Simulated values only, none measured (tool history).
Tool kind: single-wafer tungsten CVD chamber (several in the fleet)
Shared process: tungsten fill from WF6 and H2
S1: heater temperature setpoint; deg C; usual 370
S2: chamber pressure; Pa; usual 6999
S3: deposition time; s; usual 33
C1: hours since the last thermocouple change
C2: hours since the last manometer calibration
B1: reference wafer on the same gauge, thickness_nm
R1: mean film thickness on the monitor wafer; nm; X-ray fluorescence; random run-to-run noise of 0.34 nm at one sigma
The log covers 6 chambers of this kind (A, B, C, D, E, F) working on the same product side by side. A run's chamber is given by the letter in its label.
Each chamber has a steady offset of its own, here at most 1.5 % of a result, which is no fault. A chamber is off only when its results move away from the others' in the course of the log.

| run | hour | S1 | S2 | S3 | C1 | C2 | B1 | R1 |
|---|---|---|---|---|---|---|---|---|
| 1B | 9.6 | 370 | 6999 | 33 | 1194.2 | 1833.3 | 69.872 | 68.336 |
|  | 15.2 | chamber C: thermocouple changed; heater temperature recalibrated |
| 2F | 19.3 | 370 | 6999 | 33 | 512.2 | 672.5 | 69.767 | 69.445 |
| 3A | 26 | 370 | 6999 | 33 | 749.7 | 895.8 | 69.787 | 69.256 |
| 4C | 33.1 | 370 | 6999 | 33 | 18 | 1250.4 | 69.786 | 68.004 |
| 5E | 45.2 | 370 | 6999 | 33 | 766 | 110.2 | 69.809 | 68.562 |
| 6D | 56.5 | 370 | 6999 | 33 | 825.7 | 744.1 | 69.819 | 67.807 |
| 7C | 69.1 | 370 | 6999 | 33 | 54 | 1286.4 | 69.936 | 68.67 |
| 8E | 80.2 | 370 | 6999 | 33 | 801 | 145.2 | 69.832 | 69.013 |
| 9A | 87.2 | 370 | 6999 | 33 | 810.9 | 957 | 69.875 | 69.177 |
| 10D | 96.8 | 370 | 6999 | 33 | 866 | 784.4 | 69.723 | 68.007 |
| 11B | 109.4 | 370 | 6999 | 33 | 1294 | 1933.1 | 69.829 | 68.871 |
| 12F | 117.1 | 370 | 5400 | 30.4 | 610 | 770.3 | 69.772 | 55.91 |
| 13E | 129.4 | 370 | 5400 | 30.4 | 850.2 | 194.4 | 69.778 | 56.617 |
| 14A | 139.5 | 370 | 5400 | 30.4 | 863.2 | 1009.3 | 69.732 | 56.846 |
|  | 146.5 | chamber B: capacitance manometer re-zeroed and calibrated |
| 15B | 153 | 370 | 5400 | 30.4 | 1337.6 | 6.6 | 69.829 | 56.017 |
| 16F | 162.7 | 370 | 5400 | 30.4 | 655.6 | 815.9 | 69.771 | 56.558 |
| 17C | 173.2 | 370 | 5400 | 30.4 | 158.1 | 1390.5 | 69.814 | 55.889 |
|  | 183.4 | chamber E: thermocouple changed; heater temperature recalibrated |
| 18D | 186.6 | 370 | 6999 | 33 | 955.8 | 874.2 | 69.748 | 67.783 |
| 19D | 197.9 | 370 | 6999 | 33 | 967.1 | 885.5 | 69.772 | 67.558 |
| 20C | 209.2 | 370 | 6999 | 33 | 194.1 | 1426.5 | 69.828 | 67.965 |
| 21B | 220 | 370 | 6999 | 33 | 1404.6 | 73.6 | 69.827 | 68.875 |
| 22A | 232 | 370 | 6999 | 33 | 955.7 | 1101.8 | 69.814 | 68.519 |
| 23F | 242.9 | 370 | 6999 | 33 | 735.8 | 896.1 | 69.863 | 69.284 |
| 24E | 249.2 | 370 | 6999 | 33 | 65.9 | 314.2 | 69.791 | 66.52 |
| 25E | 257.7 | 370 | 6999 | 33 | 74.4 | 322.7 | 69.808 | 66.295 |
| 26F | 271.3 | 370 | 6999 | 33 | 764.2 | 924.5 | 69.797 | 69.755 |
| 27D | 282.6 | 370 | 6999 | 33 | 1051.8 | 970.2 | 69.821 | 67.955 |
| 28C | 290.9 | 370 | 6999 | 33 | 275.8 | 1508.2 | 69.789 | 68.03 |
| 29A | 298.3 | 370 | 6999 | 33 | 1022 | 1168.1 | 69.809 | 69.12 |
| 30B | 311.9 | 370 | 6999 | 33 | 1496.5 | 165.5 | 69.817 | 68.491 |
| 31F | 318.2 | 370 | 6999 | 33 | 811.1 | 971.4 | 69.809 | 69.424 |
| 32D | 330 | 370 | 6999 | 33 | 1099.2 | 1017.6 | 69.811 | 67.711 |
| 33A | 342.7 | 370 | 6999 | 33 | 1066.4 | 1212.5 | 69.8 | 68.339 |
| 34E | 351.3 | 361 | 6999 | 37.6 | 168 | 416.3 | 69.715 | 62.138 |
| 35C | 364.5 | 361 | 6999 | 37.6 | 349.4 | 1581.8 | 69.741 | 64.634 |
| 36B | 372.2 | 361 | 6999 | 37.6 | 1556.8 | 225.8 | 69.786 | 64.708 |
| 37C | 380.1 | 361 | 6999 | 37.6 | 365 | 1597.4 | 69.735 | 64.259 |
| 38A | 389.2 | 361 | 6999 | 37.6 | 1112.9 | 1259 | 69.735 | 64.822 |
| 39D | 399.3 | 361 | 6999 | 37.6 | 1168.5 | 1086.9 | 69.84 | 63.564 |

Decide between three cases: one chamber stands off from its peers, the gauge reading all wafers drifts, or nothing is wrong past each chamber's small offset. Where a chamber is off, say which and what most likely put it there.

Chamber E came out of a service off from its peers and stayed that way.
What lies behind it: wafer temperature below the value expected at the setpoint (K) = 1.55.

Here are 4 candidates for chamber E's next run, each the usual settings with a change, their results left as question marks. Which one brings its results back in line with what the others give on the usual settings?
A result is in line if it is within this distance of the other chambers' mean on the usual settings: R1 1.2 nm
| 40E-1 | 409.4 | 368 | 6999 | 32.4 |  |  |  | ? |
| 40E-2 | 409.4 | 369 | 6946 | 33 |  |  |  | ? |
| 40E-3 | 409.4 | 371 | 7053 | 33 |  |  |  | ? |
| 40E-4 | 409.4 | 372 | 7079 | 33.5 |  |  |  | ? |

On the usual settings, the other chambers give on average: R1 68.484 nm
| run | R1 |
|---|---|
| 40E-1 | 62.479 |
| 40E-2 | 64.824 |
| 40E-3 | 68.163 |
| 40E-4 | 70.822 |
Change 40E-3 lands the chamber within the allowed miss of the other chambers.

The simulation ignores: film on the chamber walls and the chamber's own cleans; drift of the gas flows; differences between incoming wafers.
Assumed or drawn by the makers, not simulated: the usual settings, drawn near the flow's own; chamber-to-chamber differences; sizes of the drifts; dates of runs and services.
